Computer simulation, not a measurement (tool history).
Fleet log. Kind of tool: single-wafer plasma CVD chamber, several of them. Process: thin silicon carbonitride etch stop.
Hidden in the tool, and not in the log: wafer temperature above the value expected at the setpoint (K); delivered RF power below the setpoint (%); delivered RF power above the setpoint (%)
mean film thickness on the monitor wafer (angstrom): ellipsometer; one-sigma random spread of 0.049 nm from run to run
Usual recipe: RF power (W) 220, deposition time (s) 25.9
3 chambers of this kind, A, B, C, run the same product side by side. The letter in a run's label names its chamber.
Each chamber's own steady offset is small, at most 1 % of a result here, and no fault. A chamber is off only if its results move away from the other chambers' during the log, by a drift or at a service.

run,hour,RF power (W),deposition time (s),hours since the last thermocouple change,hours since the last RF generator calibration,"read-back reference wafer on the same gauge, thickness_nm",mean film thickness on the monitor wafer (angstrom)
1A,2.7,220,25.9,22.9,543.8,17.211,152.48
2B,6.8,220,25.9,286.3,965,17.221,152.45
3C,10.3,220,25.9,90.1,84.9,17.203,152.64
4B,15.6,220,25.9,295.1,973.8,17.187,153.1
5C,18.7,220,25.9,98.5,93.3,17.21,152.26
6A,22.7,220,25.9,42.9,563.8,17.207,153.45
7B,26.7,220,25.9,306.2,984.9,17.197,153.05
8A,30.8,220,25.9,51,571.9,17.201,152.58
9C,33.5,220,25.9,113.3,108.1,17.207,151.25
10A,38.9,220,25.9,59.1,580,17.195,151.92
11B,42,180,21,321.5,1000.2,17.197,117.54
12C,48,180,21,127.8,122.6,17.201,115.36
13A,53.8,180,21,74,594.9,17.203,115.38
14B,58.1,220,25.9,337.6,1016.3,17.2,153.01
15C,62.3,190,29.6,142.1,136.9,17.199,165.64
16C,65.6,190,29.6,145.4,140.2,17.192,166.1
17B,69.4,190,29.6,348.9,1027.6,17.203,167.74
18A,72.8,220,25.9,93,613.9,17.199,149.12
19A,77.1,220,25.9,97.3,618.2,17.217,148.74
20B,83.1,220,25.9,362.6,1041.3,17.196,152.94
21C,88.7,220,25.9,168.5,163.3,17.18,151.39

Next, all 3 chambers run the settings below, one line each with question marks for the results. What does each chamber give?
22A,93,220,25.9,,,,?
22B,93,220,25.9,,,,?
22C,93,220,25.9,,,,?

run,mean film thickness on the monitor wafer (angstrom)
22A,147.73
22B,154.02
22C,152.1
